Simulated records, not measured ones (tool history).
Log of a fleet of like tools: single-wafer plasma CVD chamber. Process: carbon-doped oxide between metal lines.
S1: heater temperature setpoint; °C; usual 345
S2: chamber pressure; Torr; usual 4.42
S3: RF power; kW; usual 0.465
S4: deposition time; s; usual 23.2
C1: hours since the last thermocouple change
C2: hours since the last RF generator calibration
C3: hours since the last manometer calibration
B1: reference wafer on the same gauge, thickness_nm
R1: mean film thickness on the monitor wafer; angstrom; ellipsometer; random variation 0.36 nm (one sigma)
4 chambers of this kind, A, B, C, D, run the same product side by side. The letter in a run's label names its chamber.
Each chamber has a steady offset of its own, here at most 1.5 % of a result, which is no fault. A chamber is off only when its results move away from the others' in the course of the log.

run 1B hour=10.2 | S1=345 S2=4.42 S3=0.465 S4=23.2 | C1=200.0 C2=1037.6 C3=1077.7 | B1=129.04 | R1=1136.10
run 2C hour=20.4 | S1=345 S2=4.42 S3=0.465 S4=23.2 | C1=234.8 C2=214.0 C3=2336.5 | B1=128.99 | R1=1126.20
run 3A hour=27.1 | S1=345 S2=4.42 S3=0.465 S4=23.2 | C1=810.3 C2=1028.7 C3=1665.8 | B1=128.99 | R1=1146.40
run 4D hour=37.6 | S1=345 S2=4.42 S3=0.465 S4=23.2 | C1=82.9 C2=829.3 C3=1131.9 | B1=128.95 | R1=1132.50
run 5D hour=45.2 | S1=345 S2=4.42 S3=0.465 S4=23.2 | C1=90.5 C2=836.9 C3=1139.5 | B1=128.99 | R1=1128.30
run 6C hour=53.4 | S1=345 S2=4.42 S3=0.465 S4=23.2 | C1=267.8 C2=247.0 C3=2369.5 | B1=128.94 | R1=1127.00
run 7A hour=64.0 | S1=345 S2=4.42 S3=0.465 S4=23.2 | C1=847.2 C2=1065.6 C3=1702.7 | B1=129.05 | R1=1140.60
run 8B hour=72.8 | S1=345 S2=4.42 S3=0.465 S4=23.2 | C1=262.6 C2=1100.2 C3=1140.3 | B1=129.01 | R1=1131.00
-- hour=75.2 chamber A: RF generator calibrated
run 9D hour=83.4 | S1=345 S2=4.42 S3=0.465 S4=23.2 | C1=128.7 C2=875.1 C3=1177.7 | B1=128.99 | R1=1126.20
run 10B hour=93.6 | S1=345 S2=4.42 S3=0.465 S4=23.2 | C1=283.4 C2=1121.0 C3=1161.1 | B1=129.00 | R1=1126.00
run 11A hour=98.8 | S1=345 S2=5.37 S3=0.465 S4=19.6 | C1=882.0 C2=23.7 C3=1737.5 | B1=128.96 | R1=1002.60
run 12C hour=109.2 | S1=345 S2=5.37 S3=0.465 S4=19.6 | C1=323.6 C2=302.8 C3=2425.3 | B1=128.93 | R1=985.99
run 13B hour=117.9 | S1=345 S2=5.37 S3=0.465 S4=19.6 | C1=307.7 C2=1145.3 C3=1185.4 | B1=128.92 | R1=985.92
run 14C hour=122.6 | S1=345 S2=5.37 S3=0.465 S4=19.6 | C1=337.0 C2=316.2 C3=2438.7 | B1=128.96 | R1=984.60
run 15A hour=128.4 | S1=345 S2=5.17 S3=0.465 S4=23.2 | C1=911.6 C2=53.3 C3=1767.1 | B1=129.05 | R1=1171.20
run 16D hour=133.7 | S1=345 S2=5.17 S3=0.465 S4=23.2 | C1=179.0 C2=925.4 C3=1228.0 | B1=129.03 | R1=1156.50
-- hour=144.0 chamber C: capacitance manometer re-zeroed and calibrated
run 17B hour=144.1 | S1=345 S2=5.17 S3=0.465 S4=23.2 | C1=333.9 C2=1171.5 C3=1211.6 | B1=128.98 | R1=1157.00
run 18C hour=150.4 | S1=345 S2=5.17 S3=0.465 S4=23.2 | C1=364.8 C2=344.0 C3=6.4 | B1=128.97 | R1=1156.70
run 19D hour=156.1 | S1=345 S2=4.42 S3=0.465 S4=23.2 | C1=201.4 C2=947.8 C3=1250.4 | B1=128.96 | R1=1126.30
run 20A hour=161.7 | S1=345 S2=4.42 S3=0.465 S4=19.5 | C1=944.9 C2=86.6 C3=1800.4 | B1=129.02 | R1=975.10
run 21D hour=169.2 | S1=345 S2=4.42 S3=0.465 S4=19.5 | C1=214.5 C2=960.9 C3=1263.5 | B1=128.97 | R1=955.22
run 22A hour=176.9 | S1=345 S2=4.42 S3=0.465 S4=19.5 | C1=960.1 C2=101.8 C3=1815.6 | B1=128.92 | R1=968.44
-- hour=182.1 chamber B: capacitance manometer re-zeroed and calibrated
run 23C hour=183.7 | S1=345 S2=4.42 S3=0.465 S4=19.5 | C1=398.1 C2=377.3 C3=39.7 | B1=128.96 | R1=958.04
run 24B hour=191.4 | S1=345 S2=4.42 S3=0.465 S4=23.2 | C1=381.2 C2=1218.8 C3=9.3 | B1=129.08 | R1=1130.70
run 25C hour=200.1 | S1=345 S2=4.42 S3=0.465 S4=23.2 | C1=414.5 C2=393.7 C3=56.1 | B1=128.92 | R1=1133.60
run 26B hour=209.5 | S1=345 S2=4.42 S3=0.465 S4=23.2 | C1=399.3 C2=1236.9 C3=27.4 | B1=129.07 | R1=1129.10
run 27A hour=214.9 | S1=345 S2=4.42 S3=0.465 S4=23.2 | C1=998.1 C2=139.8 C3=1853.6 | B1=128.97 | R1=1148.30
run 28D hour=222.7 | S1=345 S2=4.42 S3=0.465 S4=23.2 | C1=268.0 C2=1014.4 C3=1317.0 | B1=129.02 | R1=1130.40
run 29A hour=230.8 | S1=345 S2=4.42 S3=0.465 S4=23.2 | C1=1014.0 C2=155.7 C3=1869.5 | B1=128.96 | R1=1155.70
run 30B hour=240.8 | S1=345 S2=4.42 S3=0.465 S4=23.2 | C1=430.6 C2=1268.2 C3=58.7 | B1=128.97 | R1=1130.20
run 31D hour=248.1 | S1=345 S2=4.42 S3=0.465 S4=23.2 | C1=293.4 C2=1039.8 C3=1342.4 | B1=129.05 | R1=1129.00

What goes on in this fleet: one chamber off, a drifting gauge, or nothing beyond the chambers' own small offsets? Name the chamber and the cause, if any.

No chamber stands off beyond its own small offset, and the gauge holds steady.

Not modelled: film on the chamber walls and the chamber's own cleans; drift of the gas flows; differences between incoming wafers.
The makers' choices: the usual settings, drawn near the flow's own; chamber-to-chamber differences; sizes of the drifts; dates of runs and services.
